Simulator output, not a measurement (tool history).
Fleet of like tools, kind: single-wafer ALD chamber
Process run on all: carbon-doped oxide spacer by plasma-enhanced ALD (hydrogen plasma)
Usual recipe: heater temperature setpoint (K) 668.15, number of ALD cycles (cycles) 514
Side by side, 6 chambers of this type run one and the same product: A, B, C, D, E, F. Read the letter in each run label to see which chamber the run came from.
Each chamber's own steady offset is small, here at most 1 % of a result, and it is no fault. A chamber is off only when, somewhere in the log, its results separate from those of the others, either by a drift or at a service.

run,hour,heater temperature setpoint (K),number of ALD cycles (cycles),"read-back reference wafer on the same gauge, thickness_nm",mean film thickness on the monitor wafer (nm)
1D,3.7,668.15,514,26.289,25.729
2B,6.1,668.15,514,26.299,25.575
3C,10.7,668.15,514,26.282,25.646
4E,13.9,668.15,514,26.282,25.704
5A,17.1,668.15,514,26.288,25.699
6F,19.3,668.15,514,26.28,25.508
7C,23.6,668.15,514,26.276,25.681
8A,26.9,668.15,514,26.275,25.645
9B,31.5,668.15,514,26.266,25.591
10D,34.5,668.15,514,26.263,25.648
11E,36.5,668.15,585,26.265,29.185
12F,40.7,668.15,585,26.253,29
13B,44.6,668.15,585,26.257,29.063
14A,47.7,668.15,585,26.255,29.194
15E,50.6,668.15,585,26.253,29.211
16D,53.5,668.15,585,26.256,29.225
17C,57.7,668.15,514,26.241,25.652
18F,60.6,668.15,514,26.243,25.473
19A,63.1,655.15,602,26.24,30.095
20B,66.6,655.15,602,26.237,29.942
21D,71.1,655.15,602,26.238,30.034
22E,75.3,655.15,602,26.229,30.044
23F,78,655.15,602,26.231,29.809
24C,80.7,655.15,602,26.225,29.983
25A,84,668.15,514,26.216,25.611
26C,86.5,668.15,514,26.217,25.643
27E,88.9,668.15,600,26.216,29.943
28F,92.3,668.15,600,26.217,29.753
29D,96.3,668.15,600,26.215,29.877
30B,100.5,668.15,600,26.211,29.749
31C,103.9,668.15,600,26.204,29.871
32E,106.4,668.15,600,26.209,29.864
33B,110.8,668.15,514,26.199,25.477
34A,112.9,668.15,514,26.198,25.626
35D,116.7,668.15,514,26.201,25.562
36F,121.2,668.15,445,26.19,22.009
37F,124.5,668.15,445,26.183,21.973
38A,126.7,668.15,445,26.174,22.164

Predict what each chamber gives when all 6 of them run the settings below next.
39A,130,668.15,450,,?
39B,130,668.15,450,,?
39C,130,668.15,450,,?
39D,130,668.15,450,,?
39E,130,668.15,450,,?
39F,130,668.15,450,,?

run,mean film thickness on the monitor wafer (nm)
39A,22.409
39B,22.339
39C,22.416
39D,22.417
39E,22.406
39F,22.233
